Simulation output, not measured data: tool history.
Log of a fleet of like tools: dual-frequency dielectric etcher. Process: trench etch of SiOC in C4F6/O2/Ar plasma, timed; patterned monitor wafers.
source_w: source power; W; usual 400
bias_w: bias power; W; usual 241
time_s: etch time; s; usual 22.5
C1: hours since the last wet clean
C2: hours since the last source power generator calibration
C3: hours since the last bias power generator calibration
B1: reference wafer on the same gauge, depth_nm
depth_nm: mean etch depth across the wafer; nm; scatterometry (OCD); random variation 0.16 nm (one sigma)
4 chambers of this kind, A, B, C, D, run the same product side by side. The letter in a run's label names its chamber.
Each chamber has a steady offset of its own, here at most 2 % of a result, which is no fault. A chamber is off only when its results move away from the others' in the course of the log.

run 1B hour=10.7 | source_w=400 bias_w=241 time_s=22.5 | C1=25.0 C2=615.5 C3=518.2 | B1=58.298 | depth_nm=51.495
run 2C hour=20.6 | source_w=400 bias_w=241 time_s=22.5 | C1=331.1 C2=723.8 C3=927.3 | B1=58.274 | depth_nm=52.173
run 3D hour=27.6 | source_w=400 bias_w=241 time_s=22.5 | C1=658.6 C2=335.7 C3=1047.6 | B1=58.243 | depth_nm=51.197
run 4A hour=37.4 | source_w=400 bias_w=241 time_s=22.5 | C1=246.2 C2=2523.2 C3=3727.5 | B1=58.257 | depth_nm=51.987
run 5A hour=43.4 | source_w=400 bias_w=241 time_s=22.5 | C1=252.2 C2=2529.2 C3=3733.5 | B1=58.314 | depth_nm=51.898
-- hour=44.8 chamber D: wet clean of the chamber
run 6C hour=51.2 | source_w=400 bias_w=241 time_s=22.5 | C1=361.7 C2=754.4 C3=957.9 | B1=58.279 | depth_nm=52.267
run 7B hour=61.2 | source_w=400 bias_w=275 time_s=22.5 | C1=75.5 C2=666.0 C3=568.7 | B1=58.292 | depth_nm=53.805
run 8D hour=67.8 | source_w=400 bias_w=275 time_s=22.5 | C1=23.0 C2=375.9 C3=1087.8 | B1=58.310 | depth_nm=53.542
run 9C hour=73.9 | source_w=400 bias_w=275 time_s=22.5 | C1=384.4 C2=777.1 C3=980.6 | B1=58.247 | depth_nm=54.397
run 10D hour=79.5 | source_w=400 bias_w=275 time_s=22.5 | C1=34.7 C2=387.6 C3=1099.5 | B1=58.309 | depth_nm=53.642
run 11A hour=89.6 | source_w=400 bias_w=241 time_s=22.5 | C1=298.4 C2=2575.4 C3=3779.7 | B1=58.312 | depth_nm=52.135
run 12B hour=98.6 | source_w=400 bias_w=241 time_s=22.5 | C1=112.9 C2=703.4 C3=606.1 | B1=58.237 | depth_nm=51.417
run 13A hour=109.2 | source_w=400 bias_w=241 time_s=22.5 | C1=318.0 C2=2595.0 C3=3799.3 | B1=58.323 | depth_nm=52.290
run 14C hour=114.4 | source_w=400 bias_w=241 time_s=22.5 | C1=424.9 C2=817.6 C3=1021.1 | B1=58.307 | depth_nm=52.286
run 15B hour=125.1 | source_w=400 bias_w=186 time_s=18.5 | C1=139.4 C2=729.9 C3=632.6 | B1=58.316 | depth_nm=38.714
run 16D hour=130.9 | source_w=400 bias_w=186 time_s=18.5 | C1=86.1 C2=439.0 C3=1150.9 | B1=58.288 | depth_nm=38.646
run 17D hour=141.5 | source_w=400 bias_w=186 time_s=18.5 | C1=96.7 C2=449.6 C3=1161.5 | B1=58.326 | depth_nm=38.732
run 18A hour=148.1 | source_w=400 bias_w=186 time_s=18.5 | C1=356.9 C2=2633.9 C3=3838.2 | B1=58.293 | depth_nm=39.071
run 19B hour=156.1 | source_w=400 bias_w=241 time_s=22.5 | C1=170.4 C2=760.9 C3=663.6 | B1=58.281 | depth_nm=50.965
run 20C hour=166.0 | source_w=400 bias_w=241 time_s=22.5 | C1=476.5 C2=869.2 C3=1072.7 | B1=58.352 | depth_nm=51.960
run 21A hour=176.5 | source_w=400 bias_w=241 time_s=22.5 | C1=385.3 C2=2662.3 C3=3866.6 | B1=58.288 | depth_nm=52.239
run 22D hour=183.0 | source_w=400 bias_w=241 time_s=22.5 | C1=138.2 C2=491.1 C3=1203.0 | B1=58.356 | depth_nm=51.338
run 23B hour=192.4 | source_w=400 bias_w=241 time_s=22.5 | C1=206.7 C2=797.2 C3=699.9 | B1=58.306 | depth_nm=51.486
run 24C hour=197.5 | source_w=460 bias_w=241 time_s=22.5 | C1=508.0 C2=900.7 C3=1104.2 | B1=58.297 | depth_nm=55.197

Is one chamber off against the others, does the gauge drift, or is nothing wrong? If a chamber is off, say which, and what the likeliest cause is.

No chamber stands off beyond its own small offset, and the gauge holds steady.

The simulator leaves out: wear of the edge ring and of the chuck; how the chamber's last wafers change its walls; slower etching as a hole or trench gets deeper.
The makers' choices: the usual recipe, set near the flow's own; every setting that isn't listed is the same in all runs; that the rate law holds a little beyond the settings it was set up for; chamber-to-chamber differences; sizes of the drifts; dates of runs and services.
